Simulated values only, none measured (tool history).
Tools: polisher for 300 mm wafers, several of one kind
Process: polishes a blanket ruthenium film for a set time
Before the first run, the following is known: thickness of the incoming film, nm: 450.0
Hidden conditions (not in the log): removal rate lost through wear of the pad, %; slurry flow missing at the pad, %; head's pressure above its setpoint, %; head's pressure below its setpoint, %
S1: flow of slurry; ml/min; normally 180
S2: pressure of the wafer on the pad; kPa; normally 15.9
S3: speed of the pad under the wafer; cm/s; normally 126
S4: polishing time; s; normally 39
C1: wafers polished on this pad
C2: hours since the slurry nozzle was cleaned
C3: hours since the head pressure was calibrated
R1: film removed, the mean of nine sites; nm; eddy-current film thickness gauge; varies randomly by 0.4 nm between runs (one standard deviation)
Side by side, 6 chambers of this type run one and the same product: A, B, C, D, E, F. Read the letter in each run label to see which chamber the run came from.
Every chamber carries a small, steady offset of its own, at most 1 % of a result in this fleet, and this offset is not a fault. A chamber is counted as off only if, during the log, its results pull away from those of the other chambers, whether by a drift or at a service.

-- hour=1.9 chamber A: worn pad replaced by a new one
run 1B hour=2.5 | S1=180 S2=15.9 S3=126 S4=39 | C1=321 C2=120.4 C3=775.3 | R1=59.717
run 2A hour=5.6 | S1=180 S2=15.9 S3=126 S4=39 | C1=44 C2=196 C3=925.5 | R1=59.979
run 3C hour=9.6 | S1=180 S2=15.9 S3=126 S4=39 | C1=179 C2=271.5 C3=39.1 | R1=59.875
run 4F hour=13.7 | S1=180 S2=15.9 S3=126 S4=39 | C1=333 C2=740.9 C3=30.2 | R1=60.47
run 5D hour=15.8 | S1=180 S2=15.9 S3=126 S4=39 | C1=318 C2=426 C3=197.4 | R1=59.617
run 6E hour=19.2 | S1=180 S2=15.9 S3=126 S4=39 | C1=292 C2=113.4 C3=581.7 | R1=59.719
run 7F hour=23.4 | S1=180 S2=11.7 S3=126 S4=39 | C1=449 C2=750.6 C3=39.9 | R1=44.01
run 8A hour=27 | S1=180 S2=11.7 S3=126 S4=39 | C1=300 C2=217.4 C3=946.9 | R1=44.682
run 9C hour=28.9 | S1=180 S2=11.7 S3=126 S4=39 | C1=410 C2=290.8 C3=58.4 | R1=44.799
run 10B hour=31.2 | S1=180 S2=11.7 S3=126 S4=39 | C1=664 C2=149.1 C3=804 | R1=43.632
run 11E hour=34.3 | S1=180 S2=11.7 S3=126 S4=39 | C1=472 C2=128.5 C3=596.8 | R1=43.737
run 12D hour=36.8 | S1=180 S2=11.7 S3=126 S4=39 | C1=569 C2=447 C3=218.4 | R1=43.839
run 13E hour=39.1 | S1=180 S2=15.9 S3=126 S4=39 | C1=530 C2=133.3 C3=601.6 | R1=59.731
-- hour=41.8 chamber B: worn pad replaced by a new one
run 14A hour=42.2 | S1=180 S2=15.9 S3=126 S4=39 | C1=482 C2=232.6 C3=962.1 | R1=59.066
run 15C hour=44.5 | S1=180 S2=15.9 S3=126 S4=39 | C1=597 C2=306.4 C3=74 | R1=59.464
run 16D hour=48.1 | S1=180 S2=15.9 S3=126 S4=39 | C1=704 C2=458.3 C3=229.7 | R1=59.639
run 17B hour=51.9 | S1=240 S2=15.9 S3=126 S4=39 | C1=121 C2=169.8 C3=824.7 | R1=61.837
-- hour=52.3 chamber F: slurry nozzle cleaned
-- hour=53.4 chamber C: worn pad replaced by a new one
run 18F hour=54.1 | S1=240 S2=15.9 S3=126 S4=39 | C1=816 C2=1.9 C3=70.6 | R1=62.125
run 19D hour=57.4 | S1=240 S2=15.9 S3=126 S4=39 | C1=816 C2=467.6 C3=239 | R1=61.164
run 20C hour=61 | S1=240 S2=15.9 S3=126 S4=39 | C1=91 C2=322.9 C3=90.5 | R1=61.654
run 21F hour=63 | S1=240 S2=15.9 S3=126 S4=39 | C1=923 C2=10.8 C3=79.5 | R1=62.671
run 22B hour=66.3 | S1=240 S2=15.9 S3=126 S4=39 | C1=293 C2=184.2 C3=839.1 | R1=62.047
run 23A hour=70.2 | S1=180 S2=15.9 S3=126 S4=39 | C1=817 C2=260.6 C3=990.1 | R1=59.221
run 24E hour=74.3 | S1=180 S2=15.9 S3=126 S4=39 | C1=951 C2=168.5 C3=636.8 | R1=58.976
-- hour=75.5 chamber E: worn pad replaced by a new one
run 25F hour=76.3 | S1=180 S2=15.9 S3=126 S4=39 | C1=1082 C2=24.1 C3=92.8 | R1=59.44
-- hour=77.2 chamber D: worn pad replaced by a new one
run 26D hour=78.9 | S1=180 S2=15.9 S3=126 S4=39 | C1=20 C2=489.1 C3=260.5 | R1=59.84
-- hour=80.4 chamber F: worn pad replaced by a new one
run 27A hour=82.4 | S1=180 S2=15.9 S3=126 S4=39 | C1=963 C2=272.8 C3=1002.3 | R1=60.116
run 28C hour=85.7 | S1=180 S2=15.9 S3=126 S4=39 | C1=387 C2=347.6 C3=115.2 | R1=59.512
run 29B hour=89.6 | S1=150 S2=15.9 S3=126 S4=39 | C1=572 C2=207.5 C3=862.4 | R1=57.653
run 30E hour=92.5 | S1=150 S2=15.9 S3=126 S4=39 | C1=204 C2=186.7 C3=655 | R1=57.824
run 31A hour=96.6 | S1=150 S2=15.9 S3=126 S4=39 | C1=1132 C2=287 C3=1016.5 | R1=58.45
run 32D hour=98.6 | S1=150 S2=15.9 S3=126 S4=39 | C1=256 C2=508.8 C3=280.2 | R1=58.122
run 33F hour=100.6 | S1=150 S2=15.9 S3=126 S4=39 | C1=241 C2=48.4 C3=117.1 | R1=58.672
-- hour=103.5 chamber A: worn pad replaced by a new one
run 34E hour=103.8 | S1=150 S2=15.9 S3=126 S4=39 | C1=339 C2=198 C3=666.3 | R1=57.583
run 35B hour=106.1 | S1=180 S2=15.9 S3=126 S4=39 | C1=769 C2=224 C3=878.9 | R1=60.127
run 36C hour=110.2 | S1=235 S2=15.9 S3=148 S4=39 | C1=680 C2=372.1 C3=139.7 | R1=73.455
-- hour=110.6 chamber C: worn pad replaced by a new one
run 37E hour=112.2 | S1=235 S2=15.9 S3=148 S4=39 | C1=439 C2=206.4 C3=674.7 | R1=71.63
run 38B hour=114.8 | S1=235 S2=15.9 S3=148 S4=39 | C1=873 C2=232.7 C3=887.6 | R1=73.339
-- hour=115.7 chamber A: head pressure recalibrated
run 39D hour=117.9 | S1=235 S2=15.9 S3=148 S4=39 | C1=487 C2=528.1 C3=299.5 | R1=72.395
run 40A hour=121.8 | S1=235 S2=15.9 S3=148 S4=39 | C1=219 C2=312.2 C3=6.1 | R1=71.923
run 41C hour=124.6 | S1=235 S2=15.9 S3=148 S4=39 | C1=168 C2=386.5 C3=154.1 | R1=73.166

Read the log: is a single chamber off, either drifting away or since a service, is the gauge that measures every chamber drifting, or is nothing wrong beyond small per-chamber offsets? Name any odd chamber and what most likely caused it.

No chamber is off and the gauge is stable; the differences are just each chamber's small, constant offset.
